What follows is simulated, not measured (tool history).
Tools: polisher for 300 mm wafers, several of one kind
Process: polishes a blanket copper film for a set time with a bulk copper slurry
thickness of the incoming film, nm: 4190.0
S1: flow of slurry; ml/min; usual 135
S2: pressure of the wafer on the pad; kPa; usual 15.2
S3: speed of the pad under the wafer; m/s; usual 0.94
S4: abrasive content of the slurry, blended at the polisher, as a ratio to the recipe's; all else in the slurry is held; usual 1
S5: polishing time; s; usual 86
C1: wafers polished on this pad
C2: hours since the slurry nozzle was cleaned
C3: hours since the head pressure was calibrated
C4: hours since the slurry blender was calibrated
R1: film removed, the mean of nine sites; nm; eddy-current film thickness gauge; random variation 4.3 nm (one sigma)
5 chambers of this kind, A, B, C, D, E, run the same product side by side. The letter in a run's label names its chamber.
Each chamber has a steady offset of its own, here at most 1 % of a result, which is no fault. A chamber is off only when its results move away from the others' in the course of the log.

run,hour,S1,S2,S3,S4,S5,C1,C2,C3,C4,R1
1B,2.9,135,15.2,0.94,1,86,157,420.3,599.4,97.4,562.02
2C,6.5,135,15.2,0.94,1,86,647,94.5,374.9,22.4,552.22
3A,12.1,135,15.2,0.94,1,86,834,126.5,695,275,546.42
4D,18.3,135,15.2,0.94,1,86,880,23.7,469.2,430.7,549.55
# hour 22.3: chamber A: worn pad replaced by a new one
5E,24.3,135,15.2,0.94,1,86,485,424.1,322.6,220.2,560.63
6E,30.2,135,15.2,0.94,1,86,525,430,328.5,226.1,556.2
7B,35,135,15.2,0.94,1,86,378,452.4,631.5,129.5,552.35
# hour 36: chamber D: slurry blender recalibrated
8C,37.9,95,15.2,0.78,1,86,863,125.9,406.3,53.8,420.97
9D,40.7,95,15.2,0.78,1,86,1034,46.1,491.6,4.7,422.89
10A,46.9,95,15.2,0.78,1,86,169,161.3,729.8,309.8,415.47
11A,53.2,95,15.2,0.78,1,86,212,167.6,736.1,316.1,417.3
12C,57.3,95,15.2,0.78,1,86,997,145.3,425.7,73.2,420.96
13B,63.3,135,15.2,0.94,1,86,572,480.7,659.8,157.8,553.11
14D,68.9,135,15.2,0.94,1,86,1228,74.3,519.8,32.9,541.7
15E,71.8,155,11,0.94,1,86,812,471.6,370.1,267.7,410.31
16D,76.7,155,11,0.94,1,86,1282,82.1,527.6,40.7,405.74
17E,81,155,11,0.94,1,86,875,480.8,379.3,276.9,416.01
18C,86.5,155,11,0.94,1,86,1198,174.5,454.9,102.4,405.43
19B,90.4,155,11,0.94,1,86,759,507.8,686.9,184.9,411.1
# hour 91.4: chamber E: head pressure recalibrated
# hour 93.6: chamber E: slurry nozzle cleaned
20A,96.3,100,15.2,0.94,1,86,509,210.7,779.2,359.2,506.18
21D,100.3,100,15.2,0.94,1,86,1444,105.7,551.2,64.3,490.64
22A,104.9,100,15.2,0.94,1,86,568,219.3,787.8,367.8,503.95
# hour 108.5: chamber B: slurry blender recalibrated
# hour 108.9: chamber C: slurry blender recalibrated
# hour 110.1: chamber A: slurry blender recalibrated
23B,110.2,100,15.2,0.94,1,86,895,527.6,706.7,1.8,519.41
24E,114.6,100,15.2,0.94,1,86,1106,21.1,23.3,310.5,523.21
25C,117.7,135,15.2,0.94,1,86,1413,205.7,486.1,8.9,552.69
26E,122.4,135,15.2,0.94,1,86,1160,28.9,31.1,318.3,552.21
27D,127.8,135,15.2,0.94,1,86,1633,133.2,578.7,91.8,524.54
28B,131.8,135,15.2,0.94,1,86,1044,549.2,728.3,23.4,550.66
# hour 136.3: chamber A: worn pad replaced by a new one
29A,136.6,135,15.2,0.94,1,86,2,251,819.5,26.5,547.45
# hour 136.7: chamber C: worn pad replaced by a new one
# hour 138.4: chamber B: slurry nozzle cleaned
30C,142.6,135,15.2,0.94,1,86,40,230.6,511,33.8,558.22
31B,147.7,135,15.2,0.94,1,86,1153,9.4,744.2,39.3,549.36
# hour 149.2: chamber E: worn pad replaced by a new one
# hour 152.2: chamber B: worn pad replaced by a new one
32C,153.7,135,15.2,0.94,1,86,117,241.7,522.1,44.9,546.98
33A,159.6,135,15.2,0.94,1,86,160,274,842.5,49.5,554.03
34E,163.4,135,15.2,0.94,1,86,98,69.9,72.1,359.3,552.25
35D,169.1,135,15.2,0.94,1,86,1918,174.5,620,133.1,516.73
36B,173.8,135,15.2,0.94,1,86,149,35.5,770.3,65.4,555.73
37C,179.4,135,15.2,0.94,1,86,294,267.4,547.8,70.6,547.74
38D,182.6,135,15.2,0.94,1,86,2011,188,633.5,146.6,509.39
39A,186.2,135,15.2,0.94,1,86,344,300.6,869.1,76.1,547.77

Is one chamber off against the others, does the gauge drift, or is nothing wrong? If a chamber is off, say which, and what the likeliest cause is.

Chamber D drifts away from the others.
Cause: removal rate lost through wear of the pad, % = 8.69.
The log may not tell that from: slurry flow missing at the pad, %; head's pressure below its setpoint, %.

Here are 4 candidates for chamber D's next run, each the usual settings with a change, their results left as question marks. Which one brings its results back in line with what the others give on the usual settings?
In line means no further than this from the other chambers' mean on the usual settings: R1 15 nm
40D-1,190.8,135,15.2,0.92,1,84,,,,,?
40D-2,190.8,135,15.2,0.96,1,88,,,,,?
40D-3,190.8,135,15.9,0.96,1,88,,,,,?
40D-4,190.8,135,14.5,0.92,1,84,,,,,?

The other chambers' mean on the usual settings: R1 550.89 nm
run,R1
40D-1,482.47
40D-2,527.43
40D-3,551.05
40D-4,460.87
40D-3 brings the chamber back in line.
